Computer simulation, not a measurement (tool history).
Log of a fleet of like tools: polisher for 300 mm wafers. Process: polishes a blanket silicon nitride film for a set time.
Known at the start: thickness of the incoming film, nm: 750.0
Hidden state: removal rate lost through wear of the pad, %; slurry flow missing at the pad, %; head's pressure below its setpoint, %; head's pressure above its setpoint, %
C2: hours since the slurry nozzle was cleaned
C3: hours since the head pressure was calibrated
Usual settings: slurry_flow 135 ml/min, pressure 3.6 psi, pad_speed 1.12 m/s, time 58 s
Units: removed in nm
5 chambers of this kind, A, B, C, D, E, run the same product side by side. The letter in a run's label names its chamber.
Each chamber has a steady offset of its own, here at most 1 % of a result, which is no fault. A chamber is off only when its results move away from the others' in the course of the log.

At day 0.212: chamber B: worn pad replaced by a new one.
Run 1D, day 0.388: usual settings; wafers polished on this pad 371; C2 213.3; C3 179.3. Result: removed 122.41 nm.
Run 2C, day 0.729: usual settings; wafers polished on this pad 225; C2 178.1; C3 299.3. Result: removed 123.82 nm.
At day 0.883: chamber A: worn pad replaced by a new one.
Run 3E, day 1.175: usual settings; wafers polished on this pad 759; C2 154.2; C3 258.2. Result: removed 123.11 nm.
At day 1.417: chamber D: worn pad replaced by a new one.
Run 4A, day 1.504: usual settings; wafers polished on this pad 172; C2 234.6; C3 260.1. Result: removed 124.70 nm.
Run 5B, day 1.821: usual settings; wafers polished on this pad 446; C2 336.2; C3 213.0. Result: removed 124.00 nm.
At day 1.892: chamber C: worn pad replaced by a new one.
Run 6A, day 2.088: usual settings; wafers polished on this pad 334; C2 248.6; C3 274.1. Result: removed 124.75 nm.
At day 2.221: chamber B: worn pad replaced by a new one.
Run 7C, day 2.292: usual settings; wafers polished on this pad 111; C2 215.6; C3 336.8. Result: removed 122.75 nm.
At day 2.533: chamber E: worn pad replaced by a new one.
Run 8E, day 2.729: usual settings; wafers polished on this pad 54; C2 191.5; C3 295.5. Result: removed 122.22 nm.
Run 9D, day 3.050: usual settings; wafers polished on this pad 453; C2 277.2; C3 243.2. Result: removed 124.48 nm.
At day 3.075: chamber A: worn pad replaced by a new one.
Run 10B, day 3.446: usual settings; wafers polished on this pad 340; C2 375.2; C3 252.0. Result: removed 121.93 nm.
Run 11B, day 3.675: usual settings; wafers polished on this pad 404; C2 380.7; C3 257.5. Result: removed 124.48 nm.
At day 3.729: chamber D: slurry nozzle cleaned.
At day 3.875: chamber D: worn pad replaced by a new one.
Run 12A, day 3.904: usual settings; wafers polished on this pad 230; C2 292.2; C3 317.7. Result: removed 124.96 nm.
At day 4.021: chamber B: worn pad replaced by a new one.
At day 4.033: chamber C: worn pad replaced by a new one.
Run 13E, day 4.292: usual settings; wafers polished on this pad 488; C2 229.0; C3 333.0. Result: removed 123.09 nm.
At day 4.671: chamber E: head pressure recalibrated.
Run 14C, day 4.679: usual settings; wafers polished on this pad 179; C2 272.9; C3 394.1. Result: removed 122.43 nm.
At day 4.883: chamber A: worn pad replaced by a new one.
Run 15D, day 4.888: usual settings; wafers polished on this pad 281; C2 27.9; C3 287.3. Result: removed 123.75 nm.
Run 16A, day 5.321: usual settings; wafers polished on this pad 122; C2 326.2; C3 351.7. Result: removed 125.12 nm.
Run 17B, day 5.604: usual settings; wafers polished on this pad 439; C2 427.0; C3 303.8. Result: removed 122.43 nm.
At day 5.733: chamber B: worn pad replaced by a new one.
Run 18E, day 5.862: usual settings; wafers polished on this pad 923; C2 266.7; C3 28.7. Result: removed 125.61 nm.
Run 19D, day 6.067: usual settings; wafers polished on this pad 608; C2 56.2; C3 315.6. Result: removed 120.58 nm.
At day 6.125: chamber D: head pressure recalibrated.
At day 6.275: chamber C: worn pad replaced by a new one.
At day 6.321: chamber E: worn pad replaced by a new one.
Run 20C, day 6.329: usual settings; wafers polished on this pad 15; C2 312.5; C3 433.7. Result: removed 117.72 nm.
Run 21D, day 6.600: usual settings; wafers polished on this pad 756; C2 69.0; C3 11.4. Result: removed 122.47 nm.
At day 6.679: chamber A: worn pad replaced by a new one.
At day 6.908: chamber D: worn pad replaced by a new one.
Run 22A, day 7.038: usual settings; wafers polished on this pad 100; C2 367.4; C3 392.9. Result: removed 122.38 nm.
Run 23B, day 7.346: usual settings; wafers polished on this pad 448; C2 468.8; C3 345.6. Result: removed 122.76 nm.
At day 7.479: chamber B: worn pad replaced by a new one.
Run 24E, day 7.625: usual settings but pressure 4.6 psi; wafers polished on this pad 362; C2 309.0; C3 71.0. Result: removed 157.84 nm.
At day 7.650: chamber A: slurry nozzle cleaned.
At day 7.654: chamber B: head pressure recalibrated.
At day 7.938: chamber C: head pressure recalibrated.
At day 7.971: chamber C: worn pad replaced by a new one.
Run 25C, day 7.975: usual settings but pressure 4.6 psi; wafers polished on this pad 1; C2 352.0; C3 1.0. Result: removed 148.44 nm.
Run 26A, day 8.204: usual settings but pressure 4.6 psi; wafers polished on this pad 423; C2 13.4; C3 420.9. Result: removed 156.15 nm.
Run 27D, day 8.571: usual settings but pressure 4.6 psi; wafers polished on this pad 461; C2 116.3; C3 58.7. Result: removed 157.77 nm.
Run 28B, day 8.917: usual settings but pressure 4.6 psi; wafers polished on this pad 399; C2 506.5; C3 30.3. Result: removed 154.22 nm.
Run 29E, day 9.342: usual settings; wafers polished on this pad 838; C2 350.2; C3 112.2. Result: removed 122.68 nm.
Run 30C, day 9.750: usual settings; wafers polished on this pad 493; C2 394.6; C3 43.6. Result: removed 111.68 nm.

All 5 chambers run these settings next. Forecast each chamber's results:
Run 31A, day 10.079: usual settings. Result: removed ?.
Run 31B, day 10.079: usual settings. Result: removed ?.
Run 31C, day 10.079: usual settings. Result: removed ?.
Run 31D, day 10.079: usual settings. Result: removed ?.
Run 31E, day 10.079: usual settings. Result: removed ?.

run  removed
31A   125.35
31B   120.40
31C   107.96
31D   122.32
31E   120.05
